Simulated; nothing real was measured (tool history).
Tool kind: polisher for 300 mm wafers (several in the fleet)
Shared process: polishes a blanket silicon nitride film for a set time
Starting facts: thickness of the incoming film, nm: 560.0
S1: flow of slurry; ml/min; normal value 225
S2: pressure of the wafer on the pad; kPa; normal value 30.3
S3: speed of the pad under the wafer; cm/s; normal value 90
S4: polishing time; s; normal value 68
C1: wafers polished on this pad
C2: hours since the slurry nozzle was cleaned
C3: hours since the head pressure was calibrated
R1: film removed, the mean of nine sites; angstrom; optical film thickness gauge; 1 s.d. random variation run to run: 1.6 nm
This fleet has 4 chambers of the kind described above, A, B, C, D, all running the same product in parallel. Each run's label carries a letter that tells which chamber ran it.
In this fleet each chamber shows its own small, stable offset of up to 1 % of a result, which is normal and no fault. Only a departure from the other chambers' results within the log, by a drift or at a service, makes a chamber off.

run	day	S1	S2	S3	S4	C1	C2	C3	R1
1B	0.217	225	30.3	90	68	573	663.3	512.4	1553.7
2D	0.504	225	30.3	90	68	543	387.1	161.3	1529.8
# day 0.554: chamber A: worn pad replaced by a new one
# day 0.688: chamber B: slurry nozzle cleaned
3A	0.688	225	30.3	90	68	18	411.3	310.4	1533.6
4C	0.838	225	30.3	90	68	862	72.3	771.5	1530.4
5C	1.025	225	30.3	90	68	888	76.8	776.0	1553.4
6D	1.192	225	30.3	90	68	638	403.6	177.8	1536.9
7B	1.388	225	30.3	90	68	734	16.8	540.5	1539.8
# day 1.429: chamber C: worn pad replaced by a new one
8A	1.692	225	30.3	90	68	156	435.4	334.5	1556.4
9B	1.967	285	30.3	90	68	813	30.7	554.4	1590.6
10C	2.246	285	30.3	90	68	112	106.1	805.3	1583.4
11D	2.383	285	30.3	90	68	802	432.2	206.4	1620.0
# day 2.554: chamber B: head pressure recalibrated
12A	2.604	285	30.3	90	68	282	457.3	356.4	1571.3
13B	2.742	225	30.3	90	68	920	49.3	4.6	1540.5
14C	2.908	225	30.3	90	68	203	122.0	821.2	1556.9
15D	3.129	225	30.3	90	68	905	450.1	224.3	1551.9
16A	3.392	225	30.3	90	68	390	476.2	375.3	1530.9
# day 3.608: chamber D: worn pad replaced by a new one
17B	3.625	225	30.3	90	68	1042	70.5	25.8	1522.8
18D	3.775	225	30.3	90	68	23	465.6	239.8	1521.3
19C	3.996	225	30.3	90	68	353	148.1	847.3	1526.0
20A	4.212	225	30.3	90	68	503	495.9	395.0	1546.7
21B	4.475	225	30.3	90	68	1159	90.9	46.2	1532.4
22A	4.633	225	30.3	90	68	561	506.0	405.1	1521.8
23D	4.779	225	30.3	90	68	161	489.7	263.9	1550.5
24C	5.054	225	30.3	90	68	498	173.5	872.7	1517.3
25C	5.221	225	30.3	90	68	521	177.5	876.7	1493.0
26D	5.517	225	30.3	90	68	263	507.4	281.6	1549.9
27A	5.767	225	33.8	90	68	717	533.2	432.3	1717.7
28B	5.967	225	33.8	90	68	1364	126.7	82.0	1726.1
29A	6.192	225	33.8	90	68	775	543.4	442.5	1689.0
# day 6.283: chamber B: worn pad replaced by a new one
30C	6.458	225	33.8	90	68	692	207.2	906.4	1713.3
31B	6.662	225	30.3	90	68	52	143.4	98.7	1535.5
32D	6.858	225	30.3	90	68	447	539.6	313.8	1547.8
33C	7.017	225	30.3	90	68	768	220.6	919.8	1543.9
34A	7.250	225	30.3	90	68	921	568.8	467.9	1534.0
35B	7.504	225	30.3	90	68	168	163.6	118.9	1519.4
36D	7.654	225	30.3	90	68	557	558.7	332.9	1559.9
37A	7.938	225	30.3	90	68	1015	585.3	484.4	1561.6
38D	8.146	225	30.3	90	68	624	570.5	344.7	1579.7
39C	8.354	225	30.3	90	68	952	252.7	951.9	1502.5
40B	8.488	225	30.3	90	68	303	187.2	142.5	1575.1

Is one chamber off against the others, does the gauge drift, or is nothing wrong? If a chamber is off, say which, and what the likeliest cause is.

Neither any chamber nor the gauge drifts; the chambers differ only by their own small, steady offsets.
